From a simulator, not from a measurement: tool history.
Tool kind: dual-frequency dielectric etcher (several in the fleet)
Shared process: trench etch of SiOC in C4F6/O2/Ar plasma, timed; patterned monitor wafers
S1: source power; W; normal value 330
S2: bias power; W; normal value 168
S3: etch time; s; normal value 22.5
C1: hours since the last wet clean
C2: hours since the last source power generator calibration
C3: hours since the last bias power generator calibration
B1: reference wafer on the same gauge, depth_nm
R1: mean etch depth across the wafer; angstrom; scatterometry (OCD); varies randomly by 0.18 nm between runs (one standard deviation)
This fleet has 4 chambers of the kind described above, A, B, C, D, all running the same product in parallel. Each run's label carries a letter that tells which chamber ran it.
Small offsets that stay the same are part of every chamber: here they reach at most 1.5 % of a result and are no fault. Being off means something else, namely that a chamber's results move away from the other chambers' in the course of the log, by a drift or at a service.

| run | hour | S1 | S2 | S3 | C1 | C2 | C3 | B1 | R1 |
|---|---|---|---|---|---|---|---|---|---|
| 1C | 6.2 | 330 | 168 | 22.5 | 7.6 | 1475.2 | 3846 | 36.734 | 416.13 |
|  | 8.1 | chamber B: wet clean of the chamber |
| 2B | 13.5 | 330 | 168 | 22.5 | 5.5 | 822.4 | 3163.2 | 36.721 | 424.27 |
| 3D | 17.4 | 330 | 168 | 22.5 | 235.4 | 2276.2 | 1214 | 36.698 | 423.78 |
| 4A | 22.8 | 330 | 168 | 22.5 | 468 | 2103 | 1924.4 | 36.685 | 424.64 |
| 5C | 30.3 | 330 | 168 | 22.5 | 31.7 | 1499.3 | 3870.1 | 36.693 | 420.7 |
| 6D | 33.8 | 330 | 168 | 22.5 | 251.8 | 2292.6 | 1230.4 | 36.693 | 424.05 |
| 7A | 37.5 | 330 | 168 | 22.5 | 482.7 | 2117.7 | 1939.1 | 36.719 | 426.06 |
| 8B | 41.1 | 330 | 168 | 22.5 | 33.1 | 850 | 3190.8 | 36.717 | 423.54 |
| 9A | 47.6 | 330 | 168 | 22.5 | 492.8 | 2127.8 | 1949.2 | 36.707 | 424.42 |
| 10D | 54.7 | 330 | 143 | 22.5 | 272.7 | 2313.5 | 1251.3 | 36.727 | 399.7 |
| 11C | 58.5 | 330 | 143 | 22.5 | 59.9 | 1527.5 | 3898.3 | 36.697 | 396.46 |
| 12B | 63.5 | 330 | 143 | 22.5 | 55.5 | 872.4 | 3213.2 | 36.749 | 404.21 |
| 13D | 67.5 | 330 | 143 | 22.5 | 285.5 | 2326.3 | 1264.1 | 36.655 | 400.39 |
| 14A | 74.6 | 330 | 168 | 22.5 | 519.8 | 2154.8 | 1976.2 | 36.717 | 422.87 |
| 15C | 79.7 | 330 | 168 | 22.5 | 81.1 | 1548.7 | 3919.5 | 36.696 | 420.57 |
| 16B | 86.9 | 330 | 168 | 22.5 | 78.9 | 895.8 | 3236.6 | 36.699 | 426.46 |
| 17D | 94.9 | 330 | 168 | 22.5 | 312.9 | 2353.7 | 1291.5 | 36.7 | 418.98 |
| 18C | 100.2 | 330 | 168 | 22.5 | 101.6 | 1569.2 | 3940 | 36.679 | 416.94 |
| 19B | 104.9 | 330 | 168 | 22.5 | 96.9 | 913.8 | 3254.6 | 36.72 | 426.2 |
| 20A | 112.7 | 330 | 168 | 22.5 | 557.9 | 2192.9 | 2014.3 | 36.726 | 425.25 |
| 21D | 117.9 | 330 | 168 | 22.5 | 335.9 | 2376.7 | 1314.5 | 36.703 | 413.07 |
| 22A | 125.5 | 330 | 168 | 22.5 | 570.7 | 2205.7 | 2027.1 | 36.694 | 423.72 |
|  | 126.1 | chamber A: wet clean of the chamber |
| 23B | 132.8 | 330 | 168 | 22.5 | 124.8 | 941.7 | 3282.5 | 36.672 | 423.91 |
| 24C | 139.8 | 330 | 168 | 22.5 | 141.2 | 1608.8 | 3979.6 | 36.692 | 417.57 |
| 25B | 143.8 | 400 | 168 | 16.5 | 135.8 | 952.7 | 3293.5 | 36.733 | 336.47 |
| 26D | 151.3 | 400 | 168 | 16.5 | 369.3 | 2410.1 | 1347.9 | 36.693 | 324.52 |
| 27C | 157 | 400 | 168 | 16.5 | 158.4 | 1626 | 3996.8 | 36.698 | 330.98 |
| 28A | 162.9 | 400 | 168 | 16.5 | 36.8 | 2243.1 | 2064.5 | 36.728 | 336.6 |
| 29D | 171 | 330 | 168 | 22.5 | 389 | 2429.8 | 1367.6 | 36.727 | 405.64 |
| 30A | 178.2 | 330 | 168 | 22.5 | 52.1 | 2258.4 | 2079.8 | 36.703 | 423.54 |
| 31C | 185.7 | 330 | 168 | 22.5 | 187.1 | 1654.7 | 4025.5 | 36.744 | 414.83 |
| 32B | 191.3 | 330 | 168 | 22.5 | 183.3 | 1000.2 | 3341 | 36.706 | 425.86 |
| 33C | 197.6 | 330 | 168 | 22.5 | 199 | 1666.6 | 4037.4 | 36.723 | 414.62 |
| 34B | 202.2 | 330 | 168 | 22.5 | 194.2 | 1011.1 | 3351.9 | 36.711 | 425.14 |
| 35D | 209.3 | 330 | 168 | 22.5 | 427.3 | 2468.1 | 1405.9 | 36.723 | 403.55 |
| 36A | 213.2 | 330 | 168 | 22.5 | 87.1 | 2293.4 | 2114.8 | 36.674 | 425.27 |
| 37C | 219.9 | 330 | 168 | 22.5 | 221.3 | 1688.9 | 4059.7 | 36.701 | 415.15 |
| 38B | 223.5 | 330 | 168 | 22.5 | 215.5 | 1032.4 | 3373.2 | 36.717 | 426.58 |
| 39A | 229.1 | 330 | 168 | 22.5 | 103 | 2309.3 | 2130.7 | 36.688 | 425.77 |

Next, every chamber runs the same settings. What will each give?
| 40A | 234.9 | 330 | 168 | 22.5 |  |  |  |  | ? |
| 40B | 234.9 | 330 | 168 | 22.5 |  |  |  |  | ? |
| 40C | 234.9 | 330 | 168 | 22.5 |  |  |  |  | ? |
| 40D | 234.9 | 330 | 168 | 22.5 |  |  |  |  | ? |

| run | R1 |
|---|---|
| 40A | 422.66 |
| 40B | 426.43 |
| 40C | 419.8 |
| 40D | 401.73 |
